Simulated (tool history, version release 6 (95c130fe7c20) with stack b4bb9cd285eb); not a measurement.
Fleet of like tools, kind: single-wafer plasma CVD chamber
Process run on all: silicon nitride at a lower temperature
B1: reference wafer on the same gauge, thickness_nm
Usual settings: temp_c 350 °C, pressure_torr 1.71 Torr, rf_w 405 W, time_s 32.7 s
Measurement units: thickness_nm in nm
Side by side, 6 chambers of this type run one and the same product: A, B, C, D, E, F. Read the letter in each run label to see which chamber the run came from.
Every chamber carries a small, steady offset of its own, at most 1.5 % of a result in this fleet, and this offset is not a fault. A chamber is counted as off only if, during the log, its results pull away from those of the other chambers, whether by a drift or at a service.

run 1D hour=4.1 | temp_c=350 pressure_torr=1.71 rf_w=405 time_s=32.7 | B1=43.412 | thickness_nm=47.378
run 2B hour=10.2 | temp_c=350 pressure_torr=1.71 rf_w=405 time_s=32.7 | B1=43.403 | thickness_nm=47.645
run 3C hour=16.7 | temp_c=350 pressure_torr=1.71 rf_w=405 time_s=32.7 | B1=43.413 | thickness_nm=47.017
run 4F hour=20.9 | temp_c=350 pressure_torr=1.71 rf_w=405 time_s=32.7 | B1=43.388 | thickness_nm=47.372
run 5A hour=25.8 | temp_c=350 pressure_torr=1.71 rf_w=405 time_s=32.7 | B1=43.404 | thickness_nm=47.605
run 6E hour=30.8 | temp_c=350 pressure_torr=2.03 rf_w=405 time_s=32.7 | B1=43.393 | thickness_nm=50.036
run 7B hour=35.6 | temp_c=350 pressure_torr=2.03 rf_w=405 time_s=32.7 | B1=43.398 | thickness_nm=49.713
run 8F hour=39.7 | temp_c=350 pressure_torr=2.03 rf_w=405 time_s=32.7 | B1=43.375 | thickness_nm=49.391
run 9A hour=45.6 | temp_c=350 pressure_torr=2.03 rf_w=405 time_s=32.7 | B1=43.392 | thickness_nm=49.512
run 10E hour=49.7 | temp_c=350 pressure_torr=2.03 rf_w=405 time_s=32.7 | B1=43.398 | thickness_nm=50.003
run 11D hour=55.6 | temp_c=350 pressure_torr=2.03 rf_w=405 time_s=32.7 | B1=43.397 | thickness_nm=49.542
run 12C hour=60.7 | temp_c=350 pressure_torr=1.33 rf_w=405 time_s=32.7 | B1=43.384 | thickness_nm=43.86
run 13E hour=64.9 | temp_c=350 pressure_torr=1.33 rf_w=405 time_s=32.7 | B1=43.407 | thickness_nm=44.308
run 14A hour=70.5 | temp_c=350 pressure_torr=1.33 rf_w=405 time_s=32.7 | B1=43.419 | thickness_nm=44.369
run 15B hour=76.5 | temp_c=350 pressure_torr=1.33 rf_w=405 time_s=32.7 | B1=43.373 | thickness_nm=44.35
run 16D hour=80.3 | temp_c=350 pressure_torr=1.33 rf_w=405 time_s=32.7 | B1=43.413 | thickness_nm=44.176
run 17F hour=84.7 | temp_c=350 pressure_torr=1.33 rf_w=405 time_s=32.7 | B1=43.395 | thickness_nm=43.926
run 18C hour=90.5 | temp_c=350 pressure_torr=1.71 rf_w=405 time_s=32.7 | B1=43.378 | thickness_nm=47.103
run 19F hour=96.4 | temp_c=350 pressure_torr=1.71 rf_w=405 time_s=32.7 | B1=43.427 | thickness_nm=47.176
run 20D hour=101.5 | temp_c=350 pressure_torr=1.71 rf_w=405 time_s=32.7 | B1=43.4 | thickness_nm=47.092
run 21E hour=107.9 | temp_c=350 pressure_torr=1.71 rf_w=405 time_s=32.7 | B1=43.423 | thickness_nm=47.491
run 22A hour=112.6 | temp_c=363 pressure_torr=1.71 rf_w=355 time_s=32.7 | B1=43.372 | thickness_nm=43.618
run 23C hour=117.9 | temp_c=363 pressure_torr=1.71 rf_w=355 time_s=32.7 | B1=43.391 | thickness_nm=43.202
run 24B hour=122.9 | temp_c=363 pressure_torr=1.71 rf_w=355 time_s=32.7 | B1=43.378 | thickness_nm=43.499
run 25F hour=129 | temp_c=363 pressure_torr=1.71 rf_w=355 time_s=32.7 | B1=43.429 | thickness_nm=43.096
run 26B hour=132.7 | temp_c=363 pressure_torr=1.71 rf_w=355 time_s=32.7 | B1=43.394 | thickness_nm=43.505
-- hour=137.1 chamber E: thermocouple changed; heater temperature recalibrated
run 27D hour=137.5 | temp_c=363 pressure_torr=1.71 rf_w=355 time_s=32.7 | B1=43.416 | thickness_nm=43.229
-- hour=139.9 chamber C: RF generator calibrated
run 28E hour=144.1 | temp_c=350 pressure_torr=1.71 rf_w=405 time_s=32.7 | B1=43.393 | thickness_nm=47.484
-- hour=146.5 chamber F: capacitance manometer re-zeroed and calibrated
run 29A hour=149.4 | temp_c=350 pressure_torr=1.71 rf_w=405 time_s=32.7 | B1=43.396 | thickness_nm=47.678
run 30C hour=155.3 | temp_c=350 pressure_torr=1.71 rf_w=405 time_s=32.7 | B1=43.39 | thickness_nm=46.718
run 31F hour=159.2 | temp_c=339 pressure_torr=1.71 rf_w=365 time_s=32.7 | B1=43.371 | thickness_nm=44.134
run 32B hour=165.7 | temp_c=339 pressure_torr=1.71 rf_w=365 time_s=32.7 | B1=43.426 | thickness_nm=44.557
run 33D hour=170.1 | temp_c=339 pressure_torr=1.71 rf_w=365 time_s=32.7 | B1=43.403 | thickness_nm=44.489
run 34A hour=174.1 | temp_c=339 pressure_torr=1.71 rf_w=365 time_s=32.7 | B1=43.409 | thickness_nm=44.852
run 35E hour=177.3 | temp_c=339 pressure_torr=1.71 rf_w=365 time_s=32.7 | B1=43.4 | thickness_nm=44.698
run 36C hour=182.1 | temp_c=339 pressure_torr=1.71 rf_w=365 time_s=32.7 | B1=43.403 | thickness_nm=44.225
run 37D hour=188.7 | temp_c=350 pressure_torr=1.71 rf_w=405 time_s=32.7 | B1=43.401 | thickness_nm=47.261

What goes on in this fleet: one chamber off, a drifting gauge, or nothing beyond the chambers' own small offsets? Name the chamber and the cause, if any.

No chamber stands off beyond its own small offset, and the gauge holds steady.
